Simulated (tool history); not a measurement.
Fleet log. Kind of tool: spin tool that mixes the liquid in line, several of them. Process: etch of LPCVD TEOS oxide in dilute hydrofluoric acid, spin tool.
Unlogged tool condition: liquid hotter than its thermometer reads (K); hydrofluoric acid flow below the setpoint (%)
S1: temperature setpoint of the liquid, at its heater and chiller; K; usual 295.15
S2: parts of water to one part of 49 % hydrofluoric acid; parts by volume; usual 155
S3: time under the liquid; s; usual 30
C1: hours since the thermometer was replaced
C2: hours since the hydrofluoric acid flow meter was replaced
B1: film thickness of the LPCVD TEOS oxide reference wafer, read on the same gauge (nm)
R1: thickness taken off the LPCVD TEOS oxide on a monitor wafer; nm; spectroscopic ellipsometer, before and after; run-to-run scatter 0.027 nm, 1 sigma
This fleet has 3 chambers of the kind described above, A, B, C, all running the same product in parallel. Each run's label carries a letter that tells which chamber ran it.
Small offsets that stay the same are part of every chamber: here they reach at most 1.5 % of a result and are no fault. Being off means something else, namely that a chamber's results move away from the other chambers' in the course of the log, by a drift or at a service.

run	day	S1	S2	S3	C1	C2	B1	R1
1C	0.258	295.15	155	30	2169.8	877.8	80.002	7.364
2A	0.492	295.15	155	30	496.1	456.3	79.995	7.2749
3B	0.879	295.15	155	30	276.5	231.7	80	7.3274
4A	1.183	295.15	155	30	512.7	472.9	80.001	7.2915
5B	1.442	295.15	155	30	290	245.2	80.007	7.3488
6C	1.721	299.15	155	30	2204.9	912.9	79.973	8.5363
7B	1.958	299.15	155	30	302.4	257.6	80.013	8.5343
8A	2.325	299.15	155	30	540.1	500.3	80.002	8.4726
9C	2.721	295.15	155	30	2228.9	936.9	79.988	7.3721
10B	3.058	295.15	155	30	328.8	284	79.987	7.3567
11A	3.529	295.15	155	30	569	529.2	80.009	7.2654
12C	3.962	295.15	155	30	2258.7	966.7	79.996	7.3769
13C	4.25	291.65	155	50	2265.6	973.6	80.011	10.675
14B	4.733	291.65	155	50	369	324.2	80.008	10.694
15A	5.217	291.65	155	50	609.5	569.7	80.001	10.49
16A	5.496	295.15	155	30	616.2	576.4	80.012	7.251
17B	5.858	295.15	155	30	396	351.2	80.006	7.3573
18C	6.133	295.15	155	30	2310.8	1018.8	79.976	7.3584
19A	6.575	295.15	230	15	642.1	602.3	80.014	2.2389
20B	6.883	295.15	230	15	420.6	375.8	80.013	2.2805
21C	7.329	295.15	230	15	2339.5	1047.5	79.992	2.2957
22A	7.55	295.15	155	30	665.5	625.7	80.006	7.173
23B	7.967	295.15	155	30	446.6	401.8	80.019	7.3097
24C	8.204	295.15	155	30	2360.5	1068.5	79.994	7.3742
25C	8.592	295.15	155	30	2369.8	1077.8	80.006	7.3576
26B	8.917	295.15	155	30	469.4	424.6	80.004	7.3929
# day 8.921: chamber C: hydrofluoric acid flow meter replaced
27A	9.162	295.15	155	30	704.2	664.4	80	7.15
28C	9.442	295.15	155	30	2390.2	12.5	80.004	7.3505
29B	9.712	295.15	155	30	488.5	443.7	80.007	7.339
30A	9.988	295.15	155	30	724	684.2	79.991	7.1454
31C	10.446	295.15	155	30	2414.3	36.6	80.023	7.3438
32A	10.7	291.15	155	45	741.1	701.3	79.983	9.0867
33B	11.05	291.15	155	45	520.6	475.8	80.004	9.4367
34B	11.446	291.15	155	45	530.1	485.3	80.019	9.4134
35A	11.854	295.15	155	30	768.8	729	80.003	7.098
36C	12.25	295.15	155	30	2457.6	79.9	80.011	7.3837
37A	12.733	295.15	155	30	789.9	750.1	79.988	7.1464
38B	13.05	295.15	155	30	568.6	523.8	80.006	7.382
39C	13.354	295.15	155	30	2484.1	106.4	79.996	7.3755

One chamber off, gauge drift, or nothing amiss beyond the chambers' own small offsets? If it is a chamber, which one, and what is the likeliest cause?

One chamber, A, drifts off from the rest bit by bit.
What lies behind it: hydrofluoric acid flow below the setpoint (%) = 2.03.
From this log alone, it may not be told apart from: liquid colder than its thermometer reads (K).

Below are 4 candidate recipes for chamber A's next run, each the usual settings with a change, their results shown as question marks. Which of them brings A's results back in line with what the other chambers give on the usual settings?
In line means no further than this from the other chambers' mean on the usual settings: R1 0.094 nm
40A-1	13.708	296.65	155	30				?
40A-2	13.708	293.65	155	30				?
40A-3	13.708	295.15	150	30				?
40A-4	13.708	295.15	160	30				?

On the usual settings, the other chambers give on average: R1 7.3497 nm
run	R1
40A-1	7.5173
40A-2	6.7017
40A-3	7.3792
40A-4	6.8405
It is 40A-3 that realigns the chamber with its peers.
